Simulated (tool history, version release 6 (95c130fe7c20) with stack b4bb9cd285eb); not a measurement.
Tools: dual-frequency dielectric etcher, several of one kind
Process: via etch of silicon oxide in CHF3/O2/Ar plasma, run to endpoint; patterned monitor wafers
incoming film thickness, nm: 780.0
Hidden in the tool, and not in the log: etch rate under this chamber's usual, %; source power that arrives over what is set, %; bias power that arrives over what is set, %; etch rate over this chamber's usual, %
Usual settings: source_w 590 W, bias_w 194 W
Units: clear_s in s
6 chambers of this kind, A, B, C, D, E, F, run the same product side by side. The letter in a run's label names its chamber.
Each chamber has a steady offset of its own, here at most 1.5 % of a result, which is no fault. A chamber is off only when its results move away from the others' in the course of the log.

run   hour  source_w  bias_w  hours since the last wet clean  hours since the last source power generator calibration  hours since the last bias power generator calibration  clear_s
 1E    3.6       590     194                           327.2                                                   2843.3                                                 3736.4   390.04
 2A    9.8       590     194                           610.2                                                   1570.3                                                 2681.8   384.65
 3F   14.2       590     194                             130                                                    300.6                                                 2582.8   380.79
 4B   18.5       590     194                           150.3                                                     3601                                                   51.3   388.96
 5D   24.8       590     194                           236.8                                                     1586                                                  972.4   381.42
 6C   30.9       590     194                           355.4                                                   1926.6                                                 2292.9   388.27
 7C   35.7       590     194                           360.2                                                   1931.4                                                 2297.7   394.85
      38.8  -- chamber A: wet clean of the chamber
 8E   39.9       590     194                           363.5                                                   2879.6                                                 3772.7   386.78
 9D     45       590     194                             257                                                   1606.2                                                  992.6   381.57
10B   48.8       590     194                           180.6                                                   3631.3                                                   81.6   386.38
11F   51.9       590     194                           167.7                                                    338.3                                                 2620.5   386.77
12A   55.7       590     194                            16.9                                                   1616.2                                                 2727.7   382.66
13D   59.7       590     194                           271.7                                                   1620.9                                                 1007.3   380.76
14B   65.8       590     194                           197.6                                                   3648.3                                                   98.6   390.36
15C   70.3       590     194                           394.8                                                     1966                                                 2332.3   394.15
16F   76.8       590     194                           192.6                                                    363.2                                                 2645.4   395.43
17A   81.8       660     225                              43                                                   1642.3                                                 2753.8   352.15
18E   86.4       660     225                             410                                                   2926.1                                                 3819.2   350.23
19B   92.2       660     225                             224                                                   3674.7                                                    125   355.73
20F   96.1       660     225                           211.9                                                    382.5                                                 2664.7   357.24
      97.8  -- chamber B: source power generator calibrated
      99.5  -- chamber D: source power generator calibrated
21A  100.3       660     225                            61.5                                                   1660.8                                                 2772.3   345.44
22E    104       660     225                           427.6                                                   2943.7                                                 3836.8   350.98
23D  109.4       590     194                           321.4                                                      9.9                                                   1057   386.96
24C  114.7       690     172                           439.2                                                   2010.4                                                 2376.7   390.14
25C  117.5       690     172                             442                                                   2013.2                                                 2379.5   389.22
26A  121.4       690     172                            82.6                                                   1681.9                                                 2793.4   374.94
27E  124.3       690     172                           447.9                                                     2964                                                 3857.1   376.51
28D  130.2       690     172                           342.2                                                     30.7                                                 1077.8   376.99
29F  136.3       690     172                           252.1                                                    422.7                                                 2704.9   388.32
30B  141.9       590     194                           273.7                                                     44.2                                                  174.7   385.93
31E  145.9       450     194                           469.5                                                   2985.6                                                 3878.7   424.29
32D  149.9       450     194                           361.9                                                     50.4                                                 1097.5   425.61
33B  155.2       450     194                             287                                                     57.5                                                    188   429.65
34A    160       450     194                           121.2                                                   1720.5                                                   2832   428.17
35C  163.7       450     194                           488.2                                                   2059.4                                                 2425.7   438.62
36F    169       450     194                           284.8                                                    455.4                                                 2737.6   451.34
37E  173.4       590     194                             497                                                   3013.1                                                 3906.2   384.96
38F  176.6       590     194                           292.4                                                      463                                                 2745.2   405.05

What goes on in this fleet: one chamber off, a drifting gauge, or nothing beyond the chambers' own small offsets? Name the chamber and the cause, if any.

Chamber F drifts away from the others.
Cause: etch rate under this chamber's usual, % = 5.29.

Here are 4 candidates for chamber F's next run, each the usual settings with a change, their results left as question marks. Which one brings its results back in line with what the others give on the usual settings?
In line means no further than this from the other chambers' mean on the usual settings: clear_s 9.8 s
39F-1  181.2       660     194                                                                                                                                                        ?
39F-2  181.2       550     183                                                                                                                                                        ?
39F-3  181.2       670     216                                                                                                                                                        ?
39F-4  181.2       590     148                                                                                                                                                        ?

The other chambers' mean on the usual settings: clear_s 387.09 s
  run  clear_s
39F-1   388.64
39F-2   425.25
39F-3   372.64
39F-4   443.37
39F-1 brings the chamber back in line.

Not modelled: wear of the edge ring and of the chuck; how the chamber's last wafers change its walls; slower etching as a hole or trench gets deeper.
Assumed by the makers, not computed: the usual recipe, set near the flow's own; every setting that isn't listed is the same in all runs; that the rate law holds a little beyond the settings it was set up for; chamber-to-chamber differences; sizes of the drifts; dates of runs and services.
